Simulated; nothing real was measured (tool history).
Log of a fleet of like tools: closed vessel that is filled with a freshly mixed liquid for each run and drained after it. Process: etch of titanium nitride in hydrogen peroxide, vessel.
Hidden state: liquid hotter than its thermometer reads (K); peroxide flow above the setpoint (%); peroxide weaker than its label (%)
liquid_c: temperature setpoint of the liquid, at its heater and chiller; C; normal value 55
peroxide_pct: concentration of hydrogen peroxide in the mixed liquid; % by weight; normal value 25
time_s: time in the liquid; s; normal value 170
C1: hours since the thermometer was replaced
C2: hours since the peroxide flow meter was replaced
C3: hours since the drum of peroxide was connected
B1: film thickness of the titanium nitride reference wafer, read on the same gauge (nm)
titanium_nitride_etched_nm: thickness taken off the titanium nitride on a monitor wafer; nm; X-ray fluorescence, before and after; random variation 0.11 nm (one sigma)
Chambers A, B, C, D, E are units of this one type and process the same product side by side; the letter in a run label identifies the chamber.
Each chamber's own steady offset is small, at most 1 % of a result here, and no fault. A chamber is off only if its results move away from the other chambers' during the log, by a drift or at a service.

run 1C hour=7.7 | liquid_c=55 peroxide_pct=25 time_s=170 | C1=1349.7 C2=1474.9 C3=387.9 | B1=140.01 | titanium_nitride_etched_nm=11.959
run 2B hour=17.5 | liquid_c=55 peroxide_pct=25 time_s=170 | C1=301.1 C2=1589.6 C3=19.3 | B1=140 | titanium_nitride_etched_nm=11.895
run 3E hour=22.5 | liquid_c=55 peroxide_pct=25 time_s=170 | C1=550.9 C2=824.9 C3=157.6 | B1=139.99 | titanium_nitride_etched_nm=11.73
run 4D hour=29.7 | liquid_c=55 peroxide_pct=25 time_s=170 | C1=436.7 C2=63.9 C3=232.7 | B1=139.99 | titanium_nitride_etched_nm=11.77
run 5A hour=36.2 | liquid_c=55 peroxide_pct=25 time_s=170 | C1=469.3 C2=806.6 C3=580.8 | B1=140 | titanium_nitride_etched_nm=11.782
run 6A hour=42.3 | liquid_c=55 peroxide_pct=25 time_s=170 | C1=475.4 C2=812.7 C3=586.9 | B1=140.01 | titanium_nitride_etched_nm=11.873
run 7D hour=50.8 | liquid_c=55 peroxide_pct=25 time_s=170 | C1=457.8 C2=85 C3=253.8 | B1=140 | titanium_nitride_etched_nm=11.618
run 8C hour=58.2 | liquid_c=52 peroxide_pct=25 time_s=170 | C1=1400.2 C2=1525.4 C3=438.4 | B1=139.99 | titanium_nitride_etched_nm=9.5971
run 9E hour=64.7 | liquid_c=52 peroxide_pct=25 time_s=170 | C1=593.1 C2=867.1 C3=199.8 | B1=140.02 | titanium_nitride_etched_nm=9.4343
run 10B hour=74.3 | liquid_c=52 peroxide_pct=25 time_s=170 | C1=357.9 C2=1646.4 C3=76.1 | B1=140.02 | titanium_nitride_etched_nm=9.8722
run 11B hour=80.2 | liquid_c=52 peroxide_pct=25 time_s=170 | C1=363.8 C2=1652.3 C3=82 | B1=140.01 | titanium_nitride_etched_nm=9.7148
run 12E hour=86.6 | liquid_c=52 peroxide_pct=25 time_s=170 | C1=615 C2=889 C3=221.7 | B1=139.98 | titanium_nitride_etched_nm=9.476
-- hour=88.1 chamber A: new drum of peroxide connected
run 13D hour=93.7 | liquid_c=55 peroxide_pct=25 time_s=170 | C1=500.7 C2=127.9 C3=296.7 | B1=139.99 | titanium_nitride_etched_nm=11.746
run 14C hour=100.3 | liquid_c=55 peroxide_pct=25 time_s=255 | C1=1442.3 C2=1567.5 C3=480.5 | B1=140.03 | titanium_nitride_etched_nm=17.996
run 15A hour=106.9 | liquid_c=55 peroxide_pct=25 time_s=255 | C1=540 C2=877.3 C3=18.9 | B1=140.01 | titanium_nitride_etched_nm=17.69
run 16E hour=112.4 | liquid_c=55 peroxide_pct=25 time_s=255 | C1=640.8 C2=914.8 C3=247.5 | B1=139.99 | titanium_nitride_etched_nm=17.695
run 17D hour=119.4 | liquid_c=55 peroxide_pct=25 time_s=255 | C1=526.4 C2=153.6 C3=322.4 | B1=139.99 | titanium_nitride_etched_nm=17.784
run 18B hour=125.2 | liquid_c=55 peroxide_pct=25 time_s=255 | C1=408.8 C2=1697.3 C3=127 | B1=140.01 | titanium_nitride_etched_nm=18.989
run 19C hour=132.4 | liquid_c=55 peroxide_pct=25 time_s=170 | C1=1474.4 C2=1599.6 C3=512.6 | B1=140.01 | titanium_nitride_etched_nm=12.166
-- hour=135 chamber C: new drum of peroxide connected
run 20A hour=141.6 | liquid_c=55 peroxide_pct=25 time_s=170 | C1=574.7 C2=912 C3=53.6 | B1=139.99 | titanium_nitride_etched_nm=12.049
-- hour=148.7 chamber C: peroxide flow meter replaced
run 21B hour=149.7 | liquid_c=55 peroxide_pct=25 time_s=170 | C1=433.3 C2=1721.8 C3=151.5 | B1=139.99 | titanium_nitride_etched_nm=12.986
run 22D hour=159.2 | liquid_c=55 peroxide_pct=25 time_s=170 | C1=566.2 C2=193.4 C3=362.2 | B1=140 | titanium_nitride_etched_nm=11.814
-- hour=162.5 chamber B: peroxide flow meter replaced
run 23C hour=166.5 | liquid_c=55 peroxide_pct=25 time_s=170 | C1=1508.5 C2=17.9 C3=31.5 | B1=139.97 | titanium_nitride_etched_nm=11.874
run 24E hour=173.4 | liquid_c=55 peroxide_pct=25 time_s=170 | C1=701.8 C2=975.8 C3=308.5 | B1=140.02 | titanium_nitride_etched_nm=11.926
run 25A hour=179.2 | liquid_c=55 peroxide_pct=25 time_s=170 | C1=612.3 C2=949.6 C3=91.2 | B1=140 | titanium_nitride_etched_nm=11.61
run 26A hour=184.8 | liquid_c=55 peroxide_pct=25 time_s=170 | C1=617.9 C2=955.2 C3=96.8 | B1=140.01 | titanium_nitride_etched_nm=11.91
run 27C hour=193.2 | liquid_c=55 peroxide_pct=25 time_s=170 | C1=1535.2 C2=44.6 C3=58.2 | B1=139.98 | titanium_nitride_etched_nm=11.88
run 28E hour=199.7 | liquid_c=55 peroxide_pct=25 time_s=170 | C1=728.1 C2=1002.1 C3=334.8 | B1=140.01 | titanium_nitride_etched_nm=11.754
run 29B hour=207 | liquid_c=55 peroxide_pct=25 time_s=170 | C1=490.6 C2=44.5 C3=208.8 | B1=140.01 | titanium_nitride_etched_nm=13.515
run 30D hour=212.2 | liquid_c=55 peroxide_pct=25 time_s=170 | C1=619.2 C2=246.4 C3=415.2 | B1=140 | titanium_nitride_etched_nm=11.666

All chambers now run identical settings, listed one chamber a line with results as question marks. What results will each chamber show?
run 31A hour=219.4 | liquid_c=59.5 peroxide_pct=25 time_s=170 | titanium_nitride_etched_nm=?
run 31B hour=219.4 | liquid_c=59.5 peroxide_pct=25 time_s=170 | titanium_nitride_etched_nm=?
run 31C hour=219.4 | liquid_c=59.5 peroxide_pct=25 time_s=170 | titanium_nitride_etched_nm=?
run 31D hour=219.4 | liquid_c=59.5 peroxide_pct=25 time_s=170 | titanium_nitride_etched_nm=?
run 31E hour=219.4 | liquid_c=59.5 peroxide_pct=25 time_s=170 | titanium_nitride_etched_nm=?

run=31A titanium_nitride_etched_nm=16.26
run=31B titanium_nitride_etched_nm=18.669
run=31C titanium_nitride_etched_nm=16.389
run=31D titanium_nitride_etched_nm=16.071
run=31E titanium_nitride_etched_nm=16.139
